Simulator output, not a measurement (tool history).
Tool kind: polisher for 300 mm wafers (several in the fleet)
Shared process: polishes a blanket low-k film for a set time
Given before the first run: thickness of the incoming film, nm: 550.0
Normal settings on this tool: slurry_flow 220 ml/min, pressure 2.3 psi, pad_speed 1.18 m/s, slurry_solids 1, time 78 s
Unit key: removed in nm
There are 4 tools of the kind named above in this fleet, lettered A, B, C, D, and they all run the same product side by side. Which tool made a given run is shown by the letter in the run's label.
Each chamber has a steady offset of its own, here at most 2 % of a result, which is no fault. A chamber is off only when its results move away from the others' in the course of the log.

| run | hour | slurry_flow | pressure | pad_speed | slurry_solids | time | wafers polished on this pad | hours since the slurry nozzle was cleaned | hours since the head pressure was calibrated | hours since the slurry blender was calibrated | hours since the conditioning disc was replaced | removed |
|---|---|---|---|---|---|---|---|---|---|---|---|---|
|  | 10.4 | chamber D: head pressure recalibrated |
| 1A | 11.8 | 220 | 2.3 | 1.18 | 1 | 78 | 618 | 507.8 | 267.3 | 209.6 | 177.3 | 41.108 |
|  | 25.6 | chamber C: worn pad replaced by a new one |
| 2C | 26.5 | 220 | 2.3 | 1.18 | 1 | 78 | 9 | 106.0 | 86.3 | 329.2 | 516.5 | 40.199 |
| 3D | 33.8 | 220 | 2.3 | 1.18 | 1 | 78 | 673 | 556.5 | 23.4 | 70.0 | 145.2 | 40.093 |
|  | 39.7 | chamber A: slurry nozzle cleaned |
| 4B | 47.7 | 220 | 2.3 | 1.18 | 1 | 78 | 948 | 183.5 | 150.3 | 390.2 | 77.3 | 40.948 |
|  | 48.7 | chamber A: slurry blender recalibrated |
|  | 53.2 | chamber D: conditioning disc replaced and pad reconditioned |
|  | 54.3 | chamber B: slurry blender recalibrated |
|  | 60.2 | chamber C: conditioning disc replaced and pad reconditioned |
| 5A | 62.0 | 220 | 2.3 | 1.18 | 1 | 78 | 1109 | 22.4 | 317.5 | 13.4 | 227.5 | 40.257 |
|  | 65.6 | chamber D: worn pad replaced by a new one |
|  | 66.9 | chamber A: worn pad replaced by a new one |
| 6D | 70.8 | 220 | 2.3 | 1.18 | 1 | 78 | 51 | 593.5 | 60.4 | 107.0 | 17.6 | 41.445 |
| 7C | 84.3 | 220 | 2.3 | 1.18 | 1 | 78 | 574 | 163.8 | 144.1 | 387.0 | 24.2 | 40.039 |
|  | 92.1 | chamber B: worn pad replaced by a new one |
| 8B | 98.2 | 220 | 2.3 | 1.18 | 1 | 78 | 60 | 234.0 | 200.8 | 43.9 | 127.8 | 40.190 |
| 9C | 105.3 | 220 | 2.3 | 1.18 | 1 | 78 | 779 | 184.8 | 165.1 | 408.0 | 45.2 | 39.589 |
| 10D | 114.1 | 220 | 2.3 | 1.18 | 1 | 78 | 474 | 636.8 | 103.7 | 150.3 | 60.9 | 40.161 |
|  | 117.1 | chamber C: slurry blender recalibrated |
| 11A | 120.9 | 220 | 2.3 | 1.18 | 1 | 78 | 528 | 81.3 | 376.4 | 72.3 | 286.4 | 40.191 |
|  | 127.2 | chamber C: worn pad replaced by a new one |
| 12B | 133.5 | 220 | 2.3 | 1.18 | 1 | 78 | 405 | 269.3 | 236.1 | 79.2 | 163.1 | 40.643 |
| 13B | 141.7 | 220 | 2.3 | 1.02 | 1 | 78 | 486 | 277.5 | 244.3 | 87.4 | 171.3 | 36.523 |
| 14D | 152.9 | 220 | 2.3 | 1.02 | 1 | 78 | 854 | 675.6 | 142.5 | 189.1 | 99.7 | 35.503 |
|  | 162.1 | chamber D: worn pad replaced by a new one |
| 15A | 167.0 | 220 | 2.3 | 1.02 | 1 | 78 | 978 | 127.4 | 422.5 | 118.4 | 332.5 | 36.159 |
|  | 174.5 | chamber D: slurry nozzle cleaned |
|  | 175.6 | chamber A: worn pad replaced by a new one |
| 16C | 176.3 | 220 | 2.3 | 1.02 | 1 | 78 | 480 | 255.8 | 236.1 | 59.2 | 116.2 | 35.454 |
|  | 179.1 | chamber D: conditioning disc replaced and pad reconditioned |
| 17B | 191.4 | 220 | 2.3 | 1.18 | 1 | 78 | 972 | 327.2 | 294.0 | 137.1 | 221.0 | 40.683 |
| 18C | 199.0 | 220 | 2.3 | 1.18 | 1 | 78 | 702 | 278.5 | 258.8 | 81.9 | 138.9 | 39.617 |
| 19A | 212.5 | 220 | 2.3 | 1.18 | 1 | 78 | 361 | 172.9 | 468.0 | 163.9 | 378.0 | 40.807 |
|  | 224.9 | chamber B: worn pad replaced by a new one |
|  | 225.6 | chamber C: worn pad replaced by a new one |
| 20D | 225.9 | 220 | 2.3 | 1.18 | 1 | 78 | 624 | 51.5 | 215.5 | 262.1 | 46.8 | 39.649 |
| 21B | 234.2 | 220 | 2.3 | 1.18 | 1 | 78 | 91 | 370.0 | 336.8 | 179.9 | 263.8 | 40.287 |
| 22A | 241.8 | 220 | 2.3 | 1.18 | 1 | 78 | 648 | 202.2 | 497.3 | 193.2 | 407.3 | 41.087 |
| 23C | 253.6 | 285 | 2.3 | 1.18 | 1 | 97 | 274 | 333.1 | 313.4 | 136.5 | 193.5 | 52.048 |
|  | 255.0 | chamber A: conditioning disc replaced and pad reconditioned |
|  | 258.0 | chamber D: worn pad replaced by a new one |
| 24D | 263.3 | 285 | 2.3 | 1.18 | 1 | 97 | 52 | 88.9 | 252.9 | 299.5 | 84.2 | 49.096 |
|  | 265.1 | chamber A: slurry blender recalibrated |
| 25B | 272.6 | 285 | 2.3 | 1.18 | 1 | 97 | 466 | 408.4 | 375.2 | 218.3 | 302.2 | 51.928 |
|  | 281.2 | chamber C: slurry nozzle cleaned |
| 26C | 283.6 | 285 | 2.3 | 1.18 | 1 | 97 | 567 | 2.4 | 343.4 | 166.5 | 223.5 | 51.603 |
|  | 285.3 | chamber A: head pressure recalibrated |
|  | 289.5 | chamber A: worn pad replaced by a new one |
| 27D | 295.2 | 220 | 1.9 | 1.46 | 1 | 78 | 364 | 120.8 | 284.8 | 331.4 | 116.1 | 37.684 |
| 28A | 303.3 | 220 | 1.9 | 1.46 | 1 | 78 | 135 | 263.7 | 18.1 | 38.3 | 48.4 | 39.493 |
|  | 306.2 | chamber B: conditioning disc replaced and pad reconditioned |
| 29D | 313.4 | 220 | 1.9 | 1.46 | 1 | 78 | 542 | 139.0 | 303.0 | 349.6 | 134.3 | 36.960 |
|  | 322.6 | chamber C: worn pad replaced by a new one |
| 30A | 326.2 | 220 | 1.9 | 1.46 | 1 | 78 | 359 | 286.6 | 41.0 | 61.2 | 71.3 | 39.545 |
|  | 326.5 | chamber D: conditioning disc replaced and pad reconditioned |
| 31C | 336.5 | 220 | 2.3 | 1.18 | 1 | 78 | 136 | 55.3 | 396.3 | 219.4 | 276.4 | 41.204 |
|  | 346.7 | chamber B: worn pad replaced by a new one |
| 32B | 350.2 | 275 | 2.3 | 1.32 | 1 | 78 | 34 | 486.0 | 452.8 | 295.9 | 44.1 | 46.019 |
| 33D | 357.6 | 275 | 2.3 | 1.32 | 1 | 78 | 974 | 183.2 | 347.2 | 393.8 | 31.1 | 40.931 |
|  | 361.5 | chamber D: worn pad replaced by a new one |
| 34B | 372.4 | 275 | 2.3 | 1.32 | 1 | 78 | 251 | 508.2 | 475.0 | 318.1 | 66.3 | 45.511 |
| 35A | 382.2 | 275 | 2.3 | 1.32 | 1 | 78 | 906 | 342.6 | 97.0 | 117.2 | 127.3 | 45.800 |
| 36C | 396.5 | 220 | 2.3 | 1.18 | 1 | 78 | 723 | 115.3 | 456.3 | 279.4 | 336.4 | 40.366 |
|  | 398.4 | chamber B: slurry blender recalibrated |
| 37D | 406.2 | 145 | 2.3 | 0.94 | 1 | 78 | 437 | 231.8 | 395.8 | 442.4 | 79.7 | 28.430 |
|  | 409.1 | chamber A: worn pad replaced by a new one |
| 38A | 414.8 | 145 | 2.3 | 0.94 | 1 | 78 | 56 | 375.2 | 129.6 | 149.8 | 159.9 | 31.349 |
|  | 423.8 | chamber C: worn pad replaced by a new one |
| 39C | 430.0 | 145 | 2.3 | 0.94 | 1 | 78 | 60 | 148.8 | 489.8 | 312.9 | 369.9 | 31.441 |
| 40B | 441.1 | 145 | 2.3 | 0.94 | 1 | 78 | 923 | 576.9 | 543.7 | 42.8 | 135.0 | 31.143 |
|  | 442.9 | chamber D: worn pad replaced by a new one |
| 41A | 449.1 | 220 | 2.3 | 1.18 | 1 | 78 | 392 | 409.5 | 163.9 | 184.1 | 194.2 | 39.743 |
| 42D | 456.5 | 220 | 2.3 | 1.18 | 1 | 78 | 133 | 282.1 | 446.1 | 492.7 | 130.0 | 35.176 |

What goes on in this fleet: one chamber off, a drifting gauge, or nothing beyond the chambers' own small offsets? Name the chamber and the cause, if any.

Little by little, chamber D moves away from the other chambers.
Likeliest cause: abrasive missing from the slurry, % = 25.4.
Not necessarily distinguishable in this log from: head's pressure below its setpoint, %.

Here are 4 candidates for chamber D's next run, each the usual settings with a change, their results left as question marks. Which one brings its results back in line with what the others give on the usual settings?
In line means no further than this from the other chambers' mean on the usual settings: removed 1.600 nm
| 43D-1 | 467.4 | 220 | 2.5 | 1.26 | 1.05 | 85 |  |  |  |  |  | ? |
| 43D-2 | 467.4 | 220 | 2.3 | 1.18 | 1.00 | 88 |  |  |  |  |  | ? |
| 43D-3 | 467.4 | 220 | 2.3 | 1.18 | 1.00 | 68 |  |  |  |  |  | ? |
| 43D-4 | 467.4 | 220 | 2.1 | 1.10 | 0.95 | 72 |  |  |  |  |  | ? |

The other chambers' mean on the usual settings: removed 40.430 nm
| run | removed |
|---|---|
| 43D-1 | 45.444 |
| 43D-2 | 40.023 |
| 43D-3 | 30.927 |
| 43D-4 | 27.488 |
43D-2 brings the chamber back in line.

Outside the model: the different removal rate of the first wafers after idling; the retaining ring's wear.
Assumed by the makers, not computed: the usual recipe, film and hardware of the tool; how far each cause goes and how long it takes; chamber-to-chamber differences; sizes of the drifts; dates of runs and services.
